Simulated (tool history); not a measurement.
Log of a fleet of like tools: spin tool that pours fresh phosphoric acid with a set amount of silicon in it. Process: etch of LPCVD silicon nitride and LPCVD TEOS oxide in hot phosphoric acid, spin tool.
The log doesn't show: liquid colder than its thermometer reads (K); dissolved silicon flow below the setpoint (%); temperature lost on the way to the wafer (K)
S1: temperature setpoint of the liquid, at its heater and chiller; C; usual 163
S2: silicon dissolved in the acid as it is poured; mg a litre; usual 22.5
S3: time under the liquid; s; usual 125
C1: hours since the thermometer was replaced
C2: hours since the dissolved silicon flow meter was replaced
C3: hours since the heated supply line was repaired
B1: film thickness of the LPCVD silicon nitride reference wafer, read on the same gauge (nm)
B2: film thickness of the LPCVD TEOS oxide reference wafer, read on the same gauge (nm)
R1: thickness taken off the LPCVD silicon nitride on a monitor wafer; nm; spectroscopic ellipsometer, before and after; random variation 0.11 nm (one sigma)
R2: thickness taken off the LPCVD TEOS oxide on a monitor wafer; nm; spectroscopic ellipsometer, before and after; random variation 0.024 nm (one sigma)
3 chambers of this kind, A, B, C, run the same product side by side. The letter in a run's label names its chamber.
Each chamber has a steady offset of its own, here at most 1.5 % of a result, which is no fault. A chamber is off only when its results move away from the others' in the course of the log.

run     day   S1    S2   S3     C1      C2      C3      B1      B2      R1       R2
 1C   0.375  163  22.5  125  174.2   853.1  2492.3  109.95  140.04  11.970  0.32661
 2A   0.662  163  22.5  125   77.7   190.4  2108.3  109.97  139.97  11.795  0.29672
 3B   1.138  163  22.5  125  438.3   484.0   617.2  109.98  140.01  11.771  0.33951
 4A   1.650  163  22.5  125  101.4   214.1  2132.0  109.99  139.98  11.450  0.29602
 5C   2.154  163  22.5  125  216.9   895.8  2535.0  109.99  140.03  11.859  0.31059
 6B   2.571  163  22.5  125  472.7   518.4   651.6  110.04  139.99  11.669  0.29506
 7A   2.896  163  22.5  125  131.3   244.0  2161.9  110.03  140.00  11.445  0.33437
      2.992  -- chamber A: heated supply line repaired
 8C   3.304  163  22.5  125  244.5   923.4  2562.6  109.98  139.98  11.858  0.32888
 9B   3.904  163  22.5  125  504.7   550.4   683.6  110.00  140.01  11.487  0.27317
10B   4.325  163  22.5  125  514.8   560.5   693.7  110.03  140.01  11.676  0.30407
11A   4.925  163  34.0  125  180.0   292.7    46.4  110.02  140.04  11.637  0.20799
12C   5.342  163  34.0  125  293.4   972.3  2611.5  110.00  140.00  11.476  0.20182
13B   5.688  163  34.0  125  547.5   593.2   726.4  109.99  140.01  11.882  0.18190
14C   6.004  163  22.5  125  309.3   988.2  2627.4  110.02  139.98  11.646  0.34670
      6.292  -- chamber B: thermometer replaced
15A   6.312  163  22.5  125  213.3   326.0    79.7  109.99  140.00  11.635  0.30891
16B   6.738  163  22.5  125   10.7   618.4   751.6  110.01  140.04  11.624  0.28514
17A   7.058  163  22.5  125  231.2   343.9    97.6  110.01  139.98  11.664  0.33871
18C   7.646  163  33.5  185  348.7  1027.6  2666.8  109.99  140.03  17.307  0.34414
19C   7.983  163  33.5  185  356.8  1035.7  2674.9  110.01  140.01  17.646  0.28038
20B   8.521  163  33.5  185   53.5   661.2   794.4  110.00  139.97  17.398  0.32976
21A   9.000  163  22.5  125  277.8   390.5   144.2  110.00  140.00  11.747  0.36694
22B   9.588  163  22.5  125   79.1   686.8   820.0  110.04  140.01  11.768  0.33889
23A  10.050  163  22.5  125  303.0   415.7   169.4  109.98  139.97  11.339  0.33734
24C  10.604  162  22.5  125  419.7  1098.6  2737.8  109.98  140.01  11.286  0.28909
25B  11.162  162  22.5  125  116.9   724.6   857.8  110.01  140.00  11.420  0.27018
26A  11.425  162  22.5  125  336.0   448.7   202.4  109.96  140.00  11.218  0.28869
27C  11.925  163  22.5  125  451.4  1130.3  2769.5  110.01  140.02  11.523  0.26527
28B  12.321  163  22.5  125  144.7   752.4   885.6  109.99  139.99  11.661  0.29613
29C  12.762  160  22.5  125  471.5  1150.4  2789.6  110.01  140.01  10.363  0.22643
30A  13.312  160  22.5  125  381.3   494.0   247.7  109.98  139.99  10.558  0.25166
31C  13.792  160  22.5  125  496.2  1175.1  2814.3  109.98  140.00  10.551  0.25086
32A  14.358  163  22.5  125  406.4   519.1   272.8  110.01  139.94  11.567  0.36656
33B  14.671  163  22.5  125  201.1   808.8   942.0  110.04  139.99  11.794  0.33353
34B  15.221  163  22.5  125  214.3   822.0   955.2  109.97  139.99  11.884  0.30452
35C  15.671  163  22.5  125  541.3  1220.2  2859.4  110.01  140.02  11.606  0.33533
36A  16.008  163  22.5  125  446.0   558.7   312.4  109.98  140.01  11.677  0.32215
37C  16.358  163  22.5  125  557.8  1236.7  2875.9  110.00  139.97  11.752  0.36040

What goes on in this fleet: one chamber off, a drifting gauge, or nothing beyond the chambers' own small offsets? Name the chamber and the cause, if any.

No chamber stands off beyond its own small offset, and the gauge holds steady.
